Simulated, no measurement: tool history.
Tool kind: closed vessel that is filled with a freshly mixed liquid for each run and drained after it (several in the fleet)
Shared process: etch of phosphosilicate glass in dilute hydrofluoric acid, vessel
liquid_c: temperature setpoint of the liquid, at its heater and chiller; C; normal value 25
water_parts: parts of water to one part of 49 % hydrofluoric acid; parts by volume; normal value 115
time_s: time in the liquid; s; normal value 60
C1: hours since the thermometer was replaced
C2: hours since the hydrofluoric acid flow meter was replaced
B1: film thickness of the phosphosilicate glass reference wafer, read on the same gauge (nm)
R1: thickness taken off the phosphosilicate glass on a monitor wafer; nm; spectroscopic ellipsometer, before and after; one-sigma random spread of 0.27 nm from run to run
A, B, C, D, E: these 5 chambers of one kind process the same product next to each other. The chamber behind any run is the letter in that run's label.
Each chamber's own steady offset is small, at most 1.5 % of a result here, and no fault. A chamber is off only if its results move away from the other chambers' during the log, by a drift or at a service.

Run 1A, hour 10.1: usual settings; C1 1127.8; C2 2368.9; B1 130.01. Result: R1 58.851 nm.
Run 2D, hour 20.9: usual settings; C1 1464.3; C2 839.2; B1 129.96. Result: R1 58.759 nm.
Run 3E, hour 27.8: usual settings; C1 1008.4; C2 131.7; B1 130.01. Result: R1 59.38 nm.
Run 4C, hour 36.8: usual settings; C1 362.2; C2 152.5; B1 129.95. Result: R1 58.297 nm.
Run 5B, hour 46.6: usual settings; C1 769.6; C2 1127.8; B1 129.98. Result: R1 59.146 nm.
Run 6C, hour 52.9: usual settings; C1 378.3; C2 168.6; B1 129.99. Result: R1 58.221 nm.
Run 7D, hour 64.3: usual settings; C1 1507.7; C2 882.6; B1 130.03. Result: R1 58.705 nm.
Run 8B, hour 75.7: usual settings; C1 798.7; C2 1156.9; B1 129.99. Result: R1 58.972 nm.
Run 9A, hour 87.8: usual settings; C1 1205.5; C2 2446.6; B1 130. Result: R1 58.259 nm.
At hour 93.1: chamber E: thermometer replaced.
Run 10E, hour 94.4: usual settings; C1 1.4; C2 198.3; B1 130.03. Result: R1 58.693 nm.
Run 11D, hour 101.3: usual settings; C1 1544.7; C2 919.6; B1 129.99. Result: R1 58.712 nm.
Run 12B, hour 114.1: usual settings but liquid_c 20.5 C, water_parts 80 parts by volume; C1 837.1; C2 1195.3; B1 129.99. Result: R1 72.876 nm.
Run 13C, hour 123.5: usual settings but liquid_c 20.5 C, water_parts 80 parts by volume; C1 448.9; C2 239.2; B1 129.99. Result: R1 73.092 nm.
Run 14A, hour 131.2: usual settings but liquid_c 20.5 C, water_parts 80 parts by volume; C1 1248.9; C2 2490; B1 130.01. Result: R1 72.929 nm.
Run 15E, hour 143: usual settings but liquid_c 20.5 C, water_parts 80 parts by volume; C1 50; C2 246.9; B1 130.03. Result: R1 73.912 nm.
Run 16D, hour 153.8: usual settings but liquid_c 20.5 C, water_parts 80 parts by volume; C1 1597.2; C2 972.1; B1 130.04. Result: R1 73.799 nm.
Run 17A, hour 160.1: usual settings; C1 1277.8; C2 2518.9; B1 129.96. Result: R1 59.119 nm.
Run 18B, hour 170.3: usual settings; C1 893.3; C2 1251.5; B1 130. Result: R1 58.024 nm.
Run 19C, hour 184: usual settings; C1 509.4; C2 299.7; B1 130. Result: R1 58.489 nm.
Run 20E, hour 193.7: usual settings; C1 100.7; C2 297.6; B1 130.02. Result: R1 58.714 nm.
Run 21D, hour 202.2: usual settings; C1 1645.6; C2 1020.5; B1 130.03. Result: R1 58.523 nm.
At hour 209.8: chamber A: hydrofluoric acid flow meter replaced.
Run 22B, hour 213.8: usual settings; C1 936.8; C2 1295; B1 129.97. Result: R1 57.194 nm.
Run 23A, hour 223.7: usual settings but liquid_c 30 C, time_s 35 s; C1 1341.4; C2 14; B1 129.98. Result: R1 41.189 nm.
Run 24C, hour 235.8: usual settings but liquid_c 30 C, time_s 35 s; C1 561.2; C2 351.5; B1 130.02. Result: R1 41.682 nm.
Run 25E, hour 242.1: usual settings but liquid_c 30 C, time_s 35 s; C1 149.1; C2 346; B1 129.97. Result: R1 41.943 nm.
At hour 245.5: chamber C: thermometer replaced.
Run 26E, hour 250.7: usual settings but liquid_c 30 C, time_s 35 s; C1 157.7; C2 354.6; B1 130.01. Result: R1 41.475 nm.
Run 27B, hour 261: usual settings but liquid_c 30 C, time_s 35 s; C1 984; C2 1342.2; B1 130.01. Result: R1 40.396 nm.
Run 28C, hour 274.4: usual settings; C1 29; C2 390.1; B1 130. Result: R1 58.495 nm.
Run 29A, hour 282.4: usual settings; C1 1400.1; C2 72.7; B1 129.97. Result: R1 58.313 nm.
Run 30D, hour 293.6: usual settings; C1 1737; C2 1111.9; B1 129.95. Result: R1 58.597 nm.
Run 31E, hour 300.3: usual settings; C1 207.3; C2 404.2; B1 130.01. Result: R1 59.465 nm.
Run 32C, hour 307.2: usual settings; C1 61.8; C2 422.9; B1 130.01. Result: R1 58.974 nm.
Run 33A, hour 313.7: usual settings; C1 1431.4; C2 104; B1 129.98. Result: R1 58.943 nm.
Run 34D, hour 321: usual settings; C1 1764.4; C2 1139.3; B1 129.95. Result: R1 58.649 nm.
Run 35B, hour 332.3: usual settings; C1 1055.3; C2 1413.5; B1 129.98. Result: R1 56.749 nm.

Is one chamber out of step, is the gauge drifting, or do the chambers differ by no more than their own small offsets? For an off chamber, give its letter and the likeliest cause.

Chamber B drifts away from the others.
What lies behind it: hydrofluoric acid flow below the setpoint (%) = 3.78.
The log might look much the same if the cause were instead: liquid colder than its thermometer reads (K).

Here are 4 candidates for chamber B's next run, each the usual settings with a change, their results left as question marks. Which one brings its results back in line with what the others give on the usual settings?
In line means no further than this from the other chambers' mean on the usual settings: R1 0.93 nm
Run 36B-1, hour 342.6: usual settings but liquid_c 23 C. Result: R1 ?.
Run 36B-2, hour 342.6: usual settings but liquid_c 26 C. Result: R1 ?.
Run 36B-3, hour 342.6: usual settings but liquid_c 24 C. Result: R1 ?.
Run 36B-4, hour 342.6: usual settings but liquid_c 27 C. Result: R1 ?.

Other chambers, usual settings, mean: R1 58.811 nm
  run      R1
36B-1  52.432
36B-2  58.803
36B-3  54.509
36B-4  61.066
36B-2 brings the chamber back in line.

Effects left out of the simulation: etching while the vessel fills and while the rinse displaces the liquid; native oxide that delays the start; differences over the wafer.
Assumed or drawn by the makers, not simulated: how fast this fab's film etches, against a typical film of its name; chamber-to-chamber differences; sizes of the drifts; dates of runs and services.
